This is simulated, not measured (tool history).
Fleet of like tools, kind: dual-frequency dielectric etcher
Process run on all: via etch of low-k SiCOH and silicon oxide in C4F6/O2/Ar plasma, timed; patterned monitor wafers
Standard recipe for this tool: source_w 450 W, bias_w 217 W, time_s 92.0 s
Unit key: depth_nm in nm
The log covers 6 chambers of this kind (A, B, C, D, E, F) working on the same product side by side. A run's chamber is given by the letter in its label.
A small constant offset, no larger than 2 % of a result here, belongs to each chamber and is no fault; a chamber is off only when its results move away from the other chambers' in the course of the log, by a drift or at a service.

run   hour  source_w  bias_w  time_s  hours since the last wet clean  hours since the last source power generator calibration  hours since the last bias power generator calibration  read-back reference wafer on the same gauge, depth_nm  depth_nm
 1F    6.5       450     217    92.0                           386.3                                                   1146.3                                                 1796.4                                                 242.96    286.12
 2D   10.8       450     217    92.0                           109.2                                                    930.7                                                  289.2                                                 242.89    287.31
 3E   14.8       450     217    92.0                           229.2                                                    778.6                                                 2102.5                                                 243.18    283.66
 4B   19.0       450     217    92.0                           212.9                                                    915.1                                                 1619.1                                                 242.83    283.78
 5C   26.8       450     217    92.0                           364.7                                                   1150.4                                                 3838.5                                                 243.13    282.07
 6A   32.9       450     217    92.0                           140.0                                                     75.6                                                 1410.0                                                 243.05    288.17
 7B   37.6       450     217    92.0                           231.5                                                    933.7                                                 1637.7                                                 242.68    283.55
 8E   43.9       450     217    92.0                           258.3                                                    807.7                                                 2131.6                                                 242.92    284.25
 9A   48.4       450     217    92.0                           155.5                                                     91.1                                                 1425.5                                                 243.09    287.44
10F   55.3       450     217    92.0                           435.1                                                   1195.1                                                 1845.2                                                 243.05    284.80
11D   62.4       450     217    92.0                           160.8                                                    982.3                                                  340.8                                                 243.09    289.35
12C   69.2       450     217    92.0                           407.1                                                   1192.8                                                 3880.9                                                 243.12    283.01
13E   74.8       450     217    92.0                           289.2                                                    838.6                                                 2162.5                                                 242.96    282.74
14D   80.0       450     217    92.0                           178.4                                                    999.9                                                  358.4                                                 243.13    287.05
      84.0  -- chamber C: wet clean of the chamber
15C   88.4       450     217    92.0                             4.4                                                   1212.0                                                 3900.1                                                 243.19    281.96
16B   95.9       450     217    92.0                           289.8                                                    992.0                                                 1696.0                                                 242.96    286.78
17A  102.5       450     217    92.0                           209.6                                                    145.2                                                 1479.6                                                 243.18    288.17
18F  106.9       450     217    92.0                           486.7                                                   1246.7                                                 1896.8                                                 243.22    283.95
19C  111.9       450     269   108.5                            27.9                                                   1235.5                                                 3923.6                                                 242.90    354.09
20A  120.7       450     269   108.5                           227.8                                                    163.4                                                 1497.8                                                 242.90    363.69
21F  125.9       450     269   108.5                           505.7                                                   1265.7                                                 1915.8                                                 242.99    361.38
22D  134.6       450     269   108.5                           233.0                                                   1054.5                                                  413.0                                                 243.03    358.00
23E  139.8       450     269   108.5                           354.2                                                    903.6                                                 2227.5                                                 243.34    357.95
24B  146.4       450     269   108.5                           340.3                                                   1042.5                                                 1746.5                                                 243.33    362.84
25C  153.0       450     217    92.0                            69.0                                                   1276.6                                                 3964.7                                                 243.16    283.08
     156.3  -- chamber F: wet clean of the chamber
26A  161.3       450     217    92.0                           268.4                                                    204.0                                                 1538.4                                                 243.01    288.80
27F  169.2       450     217    92.0                            13.0                                                   1309.0                                                 1959.1                                                 243.02    285.81
28B  174.0       450     217    92.0                           367.9                                                   1070.1                                                 1774.1                                                 242.82    286.99
29E  182.7       450     217    92.0                           397.1                                                    946.5                                                 2270.4                                                 242.89    283.44
30D  188.6       450     217    92.0                           287.0                                                   1108.5                                                  467.0                                                 243.00    281.47
31E  193.3       450     173    92.0                           407.7                                                    957.1                                                 2281.0                                                 242.95    263.02
32F  199.8       450     173    92.0                            43.6                                                   1339.6                                                 1989.7                                                 242.82    266.27
     201.7  -- chamber E: wet clean of the chamber
33D  208.0       450     173    92.0                           306.4                                                   1127.9                                                  486.4                                                 243.14    260.39
34C  215.8       450     173    92.0                           131.8                                                   1339.4                                                 4027.5                                                 243.10    263.25
35B  220.7       450     173    92.0                           414.6                                                   1116.8                                                 1820.8                                                 243.14    265.07
36A  225.5       450     173    92.0                           332.6                                                    268.2                                                 1602.6                                                 242.94    268.60
37F  230.5       450     217    92.0                            74.3                                                   1370.3                                                 2020.4                                                 243.18    285.44
38A  236.3       450     217    92.0                           343.4                                                    279.0                                                 1613.4                                                 242.95    286.30
39E  241.3       450     217    92.0                            39.7                                                   1005.1                                                 2329.0                                                 243.01    282.45
40C  247.4       450     217    92.0                           163.4                                                   1371.0                                                 4059.1                                                 243.01    281.28
41B  252.5       370     217    92.0                           446.4                                                   1148.6                                                 1852.6                                                 243.01    264.18
42D  261.5       370     217    92.0                           359.9                                                   1181.4                                                  539.9                                                 243.11    256.05

Next, every chamber runs the same settings. What will each give?
43A  267.9       450     217    92.0                                                                                                                                                                                                                ?
43B  267.9       450     217    92.0                                                                                                                                                                                                                ?
43C  267.9       450     217    92.0                                                                                                                                                                                                                ?
43D  267.9       450     217    92.0                                                                                                                                                                                                                ?
43E  267.9       450     217    92.0                                                                                                                                                                                                                ?
43F  267.9       450     217    92.0                                                                                                                                                                                                                ?

run  depth_nm
43A    288.07
43B    286.90
43C    282.79
43D    278.79
43E    282.66
43F    283.37

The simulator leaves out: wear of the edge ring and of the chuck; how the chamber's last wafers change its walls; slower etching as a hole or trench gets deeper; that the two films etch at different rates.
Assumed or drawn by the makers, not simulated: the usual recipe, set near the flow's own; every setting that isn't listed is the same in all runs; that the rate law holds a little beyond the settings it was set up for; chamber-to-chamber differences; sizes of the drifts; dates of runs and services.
